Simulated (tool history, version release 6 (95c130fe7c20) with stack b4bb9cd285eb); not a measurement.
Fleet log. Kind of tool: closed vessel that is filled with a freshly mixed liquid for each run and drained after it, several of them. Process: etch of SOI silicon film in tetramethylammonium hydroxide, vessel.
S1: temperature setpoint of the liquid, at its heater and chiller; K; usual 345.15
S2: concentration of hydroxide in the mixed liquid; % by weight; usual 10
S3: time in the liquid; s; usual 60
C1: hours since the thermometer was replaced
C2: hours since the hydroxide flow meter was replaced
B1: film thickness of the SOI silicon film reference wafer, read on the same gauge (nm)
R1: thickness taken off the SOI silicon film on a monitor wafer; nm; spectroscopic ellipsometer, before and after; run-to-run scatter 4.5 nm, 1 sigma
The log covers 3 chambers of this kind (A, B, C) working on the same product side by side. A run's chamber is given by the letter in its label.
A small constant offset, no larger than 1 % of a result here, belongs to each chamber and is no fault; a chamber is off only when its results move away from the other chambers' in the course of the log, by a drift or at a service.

run   hour      S1   S2  S3      C1     C2      B1      R1
 1C    6.9  345.15   10  60   458.3  558.2  79.994  479.08
 2A   20.3  345.15   10  60  1112.3  150.2  80.012  482.68
 3B   29.5  345.15   10  60   632.4  197.3  79.983  484.02
      34.7  -- chamber A: thermometer replaced
 4C   43.1  345.15   10  60   494.5  594.4  80.007  477.29
 5B   50.2  345.15   10  60   653.1    218  79.995  483.06
 6A   58.4  345.15   10  60    23.7  188.3  80.005  484.16
 7B   70.1  352.65   10  60     673  237.9  79.992  745.41
 8A   80.8  352.65   10  60    46.1  210.7  80.029  739.57
 9C   93.2  352.65   10  60   544.6  644.5  79.979  733.98
10C   99.8  345.15   10  60   551.2  651.1  79.973  487.58
11B  113.5  345.15   10  60   716.4  281.3   79.99  490.81
12A  122.4  348.65   10  35    87.7  252.3   79.98  341.73
13B  132.7  348.65   10  35   735.6  300.5   80.02  351.12
14A  142.2  348.65   10  35   107.5  272.1  80.005   340.1
15C  156.9  345.15   10  60   608.3  708.2  80.007   475.5
16A  164.8  345.15   13  60   130.1  294.7  79.959  446.13
17C  176.8  345.15   13  60   628.2  728.1  80.004  432.46
18B    188  345.15   13  60   790.9  355.8  79.987  436.47
19C  202.9  345.15   10  60   654.3  754.2  79.984  469.13
20B  216.6  345.15   10  60   819.5  384.4  79.993  481.23
21A  223.3  350.65   10  30   188.6  353.2  79.993  332.03
22B  233.3  350.65   10  30   836.2  401.1  79.991  335.12
23C  241.4  350.65   10  30   692.8  792.7  80.012  321.21
24A  248.5  345.15   10  60   213.8  378.4  80.007  475.01
25B  260.6  345.15  8.5  60   863.5  428.4  79.988   515.7
26C  267.3  345.15  8.5  60   718.7  818.6  79.994  491.81
27A  278.9  345.15  8.5  60   244.2  408.8      80  504.69
28A  293.5  340.65  8.5  60   258.8  423.4  79.998  398.87
29B  308.3  340.65  8.5  60   911.2  476.1  80.003  398.48
30C  316.7  340.65  8.5  60   768.1    868  79.997  368.74
31C  323.8  345.15   10  60   775.2  875.1  79.977  449.19
32B  335.3  345.15   10  60   938.2  503.1  79.989  494.39
33A  344.4  345.15   11  60   309.7  474.3  79.984  471.51
34B  357.1  345.15   11  60     960  524.9   79.99  478.72
35C  369.8  345.15   11  60   821.2  921.1  80.013  436.53

Read the log: is a single chamber off, either drifting away or since a service, is the gauge that measures every chamber drifting, or is nothing wrong beyond small per-chamber offsets? Name any odd chamber and what most likely caused it.

Chamber C drifts away from the others.
Cause: liquid colder than its thermometer reads (K) = 1.34.

Chamber C could run next with any of the 4 candidate recipes listed below; each alters the usual settings, and their results appear as question marks. Which one brings its results back in line with what the other chambers deliver on the usual settings?
Counts as in line when no further than this from what the other chambers average on the usual settings: R1 16 nm
36C-1  380.7  346.15  10  65               ?
36C-2  380.7  344.15  10  55               ?
36C-3  380.7  343.65  10  60               ?
36C-4  380.7  346.65  10  60               ?

Usual-settings mean across the other chambers: R1 484.7 nm
  run      R1
36C-1  517.66
36C-2  389.67
36C-3  412.76
36C-4  491.92
Change 36C-4 lands the chamber within the allowed miss of the other chambers.

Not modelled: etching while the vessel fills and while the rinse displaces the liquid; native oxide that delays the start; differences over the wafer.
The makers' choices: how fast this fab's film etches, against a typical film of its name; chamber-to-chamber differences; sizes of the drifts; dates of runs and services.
